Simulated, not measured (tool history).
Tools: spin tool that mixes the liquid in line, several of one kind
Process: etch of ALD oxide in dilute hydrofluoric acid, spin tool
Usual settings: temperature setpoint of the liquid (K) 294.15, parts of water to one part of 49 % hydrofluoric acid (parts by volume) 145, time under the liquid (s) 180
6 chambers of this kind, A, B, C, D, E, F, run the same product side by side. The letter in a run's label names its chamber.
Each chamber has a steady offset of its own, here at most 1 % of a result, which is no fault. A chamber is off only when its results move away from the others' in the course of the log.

run,hour,temperature setpoint of the liquid (K),parts of water to one part of 49 % hydrofluoric acid (parts by volume),time under the liquid (s),hours since the thermometer was replaced,hours since the hydrofluoric acid flow meter was replaced,"read-back film thickness of the ALD oxide reference wafer, read on the same gauge (nm)",thickness taken off the ALD oxide on a monitor wafer (Å)
1F,9.9,294.15,145,180,706.8,196.8,120.02,102.060
2B,21.0,294.15,145,180,263.4,1276.0,120.02,101.670
3A,33.8,294.15,145,180,467.3,431.2,119.99,104.080
4D,41.7,294.15,145,180,543.2,774.6,120.00,103.880
5E,50.9,294.15,145,180,408.4,891.6,119.99,103.530
6C,63.5,294.15,145,180,1117.8,758.1,120.00,102.000
7F,74.5,294.15,145,180,771.4,261.4,119.98,102.910
8D,87.6,294.15,145,180,589.1,820.5,119.98,102.290
9C,94.4,294.15,145,180,1148.7,789.0,119.98,102.950
10A,104.8,294.15,145,180,538.3,502.2,120.01,104.440
# hour 113.0: chamber D: hydrofluoric acid flow meter replaced
11B,115.7,294.15,145,180,358.1,1370.7,120.02,103.900
12E,122.1,290.15,145,250,479.6,962.8,119.99,121.690
13E,135.7,290.15,145,250,493.2,976.4,119.98,122.110
14F,145.1,290.15,145,250,842.0,332.0,120.01,123.910
15B,154.9,290.15,145,250,397.3,1409.9,120.01,120.930
16D,164.5,290.15,145,250,666.0,51.5,120.01,120.320
17C,173.4,290.15,145,250,1227.7,868.0,120.00,122.480
18A,186.4,294.15,145,180,619.9,583.8,120.01,102.180
19A,194.0,294.15,145,180,627.5,591.4,119.99,102.890
20B,200.5,294.15,145,180,442.9,1455.5,120.00,102.970
21F,214.1,294.15,145,180,911.0,401.0,119.99,105.070
22D,221.4,294.15,190,180,722.9,108.4,120.02,75.005
23E,235.1,294.15,190,180,592.6,1075.8,120.00,74.976
24C,246.8,294.15,190,180,1301.1,941.4,119.98,73.829
# hour 252.5: chamber B: thermometer replaced
# hour 252.8: chamber E: hydrofluoric acid flow meter replaced
25F,260.0,294.15,190,180,956.9,446.9,120.02,77.245
26C,269.9,294.15,190,180,1324.2,964.5,120.04,73.128
27D,282.7,294.15,190,180,784.2,169.7,120.01,75.405
28B,288.8,294.15,145,180,36.4,1543.8,119.98,102.570
29E,298.6,290.65,110,180,656.1,45.9,120.00,123.130
30A,308.3,290.65,110,180,741.8,705.7,119.98,122.750
31A,314.7,290.65,110,180,748.2,712.1,119.99,122.130
32C,324.7,290.65,110,180,1379.0,1019.3,120.01,122.590
33F,335.3,290.65,110,180,1032.2,522.2,119.99,129.110
34E,348.1,290.65,110,180,705.6,95.4,120.00,125.650
35B,358.5,294.15,145,180,106.1,1613.5,120.00,101.300
36D,364.9,294.15,145,180,866.4,251.9,119.99,102.160
37C,373.4,294.15,145,180,1427.7,1068.0,119.99,101.450
38E,387.3,294.15,145,180,744.8,134.6,120.02,103.690
39D,400.7,297.15,145,120,902.2,287.7,120.00,77.415
40A,414.4,297.15,145,120,847.9,811.8,120.00,77.174

What goes on in this fleet: one chamber off, a drifting gauge, or nothing beyond the chambers' own small offsets? Name the chamber and the cause, if any.

Chamber F drifts away from the others.
Cause: liquid hotter than its thermometer reads (K) = 1.77.
The log may not tell that from: hydrofluoric acid flow above the setpoint (%).

Here are 4 candidates for chamber F's next run, each the usual settings with a change, their results left as question marks. Which one brings its results back in line with what the others give on the usual settings?
In line means no further than this from the other chambers' mean on the usual settings: thickness taken off the ALD oxide on a monitor wafer (Å) 3.300
41F-1,424.6,294.15,150,175,,,,?
41F-2,424.6,294.15,140,185,,,,?
41F-3,424.6,290.65,145,180,,,,?
41F-4,424.6,294.65,145,205,,,,?

The other chambers' mean on the usual settings: thickness taken off the ALD oxide on a monitor wafer (Å) 102.660
run,thickness taken off the ALD oxide on a monitor wafer (Å)
41F-1,102.400
41F-2,117.270
41F-3,95.405
41F-4,127.210
41F-1 brings the chamber back in line.

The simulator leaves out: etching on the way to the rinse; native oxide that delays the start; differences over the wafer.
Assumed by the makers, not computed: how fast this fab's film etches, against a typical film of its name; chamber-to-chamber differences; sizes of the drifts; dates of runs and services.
